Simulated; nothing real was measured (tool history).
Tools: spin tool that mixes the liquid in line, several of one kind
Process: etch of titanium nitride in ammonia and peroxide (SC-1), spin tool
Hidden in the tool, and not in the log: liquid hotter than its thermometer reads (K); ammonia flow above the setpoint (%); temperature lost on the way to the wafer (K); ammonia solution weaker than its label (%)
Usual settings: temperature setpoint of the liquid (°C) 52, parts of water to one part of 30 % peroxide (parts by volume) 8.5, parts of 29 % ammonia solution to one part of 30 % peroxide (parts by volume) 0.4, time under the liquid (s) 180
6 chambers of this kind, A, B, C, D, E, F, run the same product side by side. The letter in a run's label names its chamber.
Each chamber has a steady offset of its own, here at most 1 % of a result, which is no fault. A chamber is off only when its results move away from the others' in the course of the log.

run,day,temperature setpoint of the liquid (°C),parts of water to one part of 30 % peroxide (parts by volume),parts of 29 % ammonia solution to one part of 30 % peroxide (parts by volume),time under the liquid (s),hours since the thermometer was replaced,hours since the ammonia flow meter was replaced,hours since the heated supply line was repaired,hours since the drum of ammonia solution was connected,"read-back film thickness of the titanium nitride reference wafer, read on the same gauge (nm)",thickness taken off the titanium nitride on a monitor wafer (nm)
1D,0.188,52,8.5,0.4,180,970.7,1197.8,850.5,183.8,80.007,13.987
2A,0.375,52,8.5,0.4,180,2509.9,1837.3,1872.8,483.1,80.015,13.921
3F,0.558,52,8.5,0.4,180,1269.1,396.4,1169.8,190.4,80.016,14.189
4E,0.846,52,8.5,0.4,180,164.1,72.1,317.5,300,80.018,13.913
5B,1.075,52,8.5,0.4,180,609.6,214.8,336.4,486,80.024,13.814
6C,1.325,52,8.5,0.45,220,1693.8,725.4,1399.2,44.5,79.957,17.369
7B,1.529,52,8.5,0.45,220,620.5,225.7,347.3,496.9,79.954,17.287
8A,1.8,52,8.5,0.45,220,2544.1,1871.5,1907,517.3,79.957,17.553
9D,2.079,52,8.5,0.45,220,1016.1,1243.2,895.9,229.2,79.994,17.315
10C,2.425,52,8.5,0.45,220,1720.2,751.8,1425.6,70.9,79.964,17.318
11E,2.592,52,8.5,0.45,220,206,114,359.4,341.9,80.022,17.418
12F,2.933,52,10.5,0.5,180,1326.1,453.4,1226.8,247.4,79.968,13.04
13D,3.229,52,10.5,0.5,180,1043.7,1270.8,923.5,256.8,79.993,12.983
14B,3.433,52,10.5,0.5,180,666.2,271.4,393,542.6,79.99,12.844
15A,3.758,52,10.5,0.5,180,2591.1,1918.5,1954,564.3,79.971,13.157
16C,3.912,52,10.5,0.5,180,1755.9,787.5,1461.3,106.6,79.918,13.113
17E,4.183,52,10.5,0.5,180,244.2,152.2,397.6,380.1,79.991,12.926
18F,4.396,52,8.5,0.4,180,1361.2,488.5,1261.9,282.5,79.965,14.024
19E,4.746,52,8.5,0.4,180,257.7,165.7,411.1,393.6,80.058,13.884
20B,5.088,52,8.5,0.4,180,705.9,311.1,432.7,582.3,79.982,13.632
21D,5.429,52,8.5,0.4,180,1096.5,1323.6,976.3,309.6,80.033,13.703
22A,5.675,52,8.5,0.4,180,2637.1,1964.5,2000,610.3,79.976,13.822
23F,5.983,52,8.5,0.4,180,1399.3,526.6,1300,320.6,80.004,14.028
# day 6.038: chamber A: thermometer replaced
24C,6.312,52,6,0.4,180,1813.5,845.1,1518.9,164.2,79.947,16.649
# day 6.438: chamber A: ammonia flow meter replaced
25C,6.654,52,6,0.4,180,1821.7,853.3,1527.1,172.4,80.002,16.42
26F,6.896,52,6,0.4,180,1421.2,548.5,1321.9,342.5,79.997,16.637
27E,7.05,52,6,0.4,180,313,221,466.4,448.9,80.016,16.661
28A,7.217,52,6,0.4,180,28.4,18.8,2037,647.3,79.999,16.72
29D,7.408,52,6,0.4,180,1144,1371.1,1023.8,357.1,79.976,15.777
30B,7.762,52,8.5,0.4,180,770.1,375.3,496.9,646.5,79.964,13.711
31E,8.112,52,8.5,0.4,180,338.5,246.5,491.9,474.4,80.007,13.871
32B,8.304,52,8.5,0.4,180,783.1,388.3,509.9,659.5,79.996,13.757
33A,8.65,56.5,11,0.4,180,62.8,53.2,2071.4,681.7,79.987,16.647
34C,8.988,56.5,11,0.4,180,1877.7,909.3,1583.1,228.4,79.989,16.433
35F,9.321,56.5,11,0.4,180,1479.4,606.7,1380.1,400.7,79.995,16.656
36D,9.592,56.5,11,0.4,180,1196.4,1423.5,1076.2,409.5,79.995,15.665
# day 9.596: chamber A: new drum of ammonia solution connected
37F,9.804,56.5,11,0.4,180,1491,618.3,1391.7,412.3,80.033,16.554
38A,10.088,56.5,11,0.4,180,97.3,87.7,2105.9,11.9,79.98,16.539
39D,10.329,52,8.5,0.4,180,1214.1,1441.2,1093.9,427.2,80.051,13.072
40B,10.562,52,8.5,0.4,180,837.3,442.5,564.1,713.7,79.969,13.698
41E,10.796,52,6.5,0.25,180,402.9,310.9,556.3,538.8,80.038,14.845
42C,10.979,52,6.5,0.25,180,1925.5,957.1,1630.9,276.2,80.016,14.727
43D,11.258,52,6.5,0.25,180,1236.4,1463.5,1116.2,449.5,79.962,13.498

Is one chamber off against the others, does the gauge drift, or is nothing wrong? If a chamber is off, say which, and what the likeliest cause is.

Chamber D drifts away from the others.
Cause: temperature lost on the way to the wafer (K) = 1.19.
The log may not tell that from: liquid colder than its thermometer reads (K).

Here are 4 candidates for chamber D's next run, each the usual settings with a change, their results left as question marks. Which one brings its results back in line with what the others give on the usual settings?
In line means no further than this from the other chambers' mean on the usual settings: thickness taken off the titanium nitride on a monitor wafer (nm) 0.28
44D-1,11.512,52,8.5,0.4,195,,,,,,?
44D-2,11.512,52,8.5,0.4,165,,,,,,?
44D-3,11.512,52,11,0.4,180,,,,,,?
44D-4,11.512,53,8.5,0.4,190,,,,,,?

The other chambers' mean on the usual settings: thickness taken off the titanium nitride on a monitor wafer (nm) 13.915
run,thickness taken off the titanium nitride on a monitor wafer (nm)
44D-1,13.867
44D-2,11.733
44D-3,11.2
44D-4,14.468
44D-1 brings the chamber back in line.
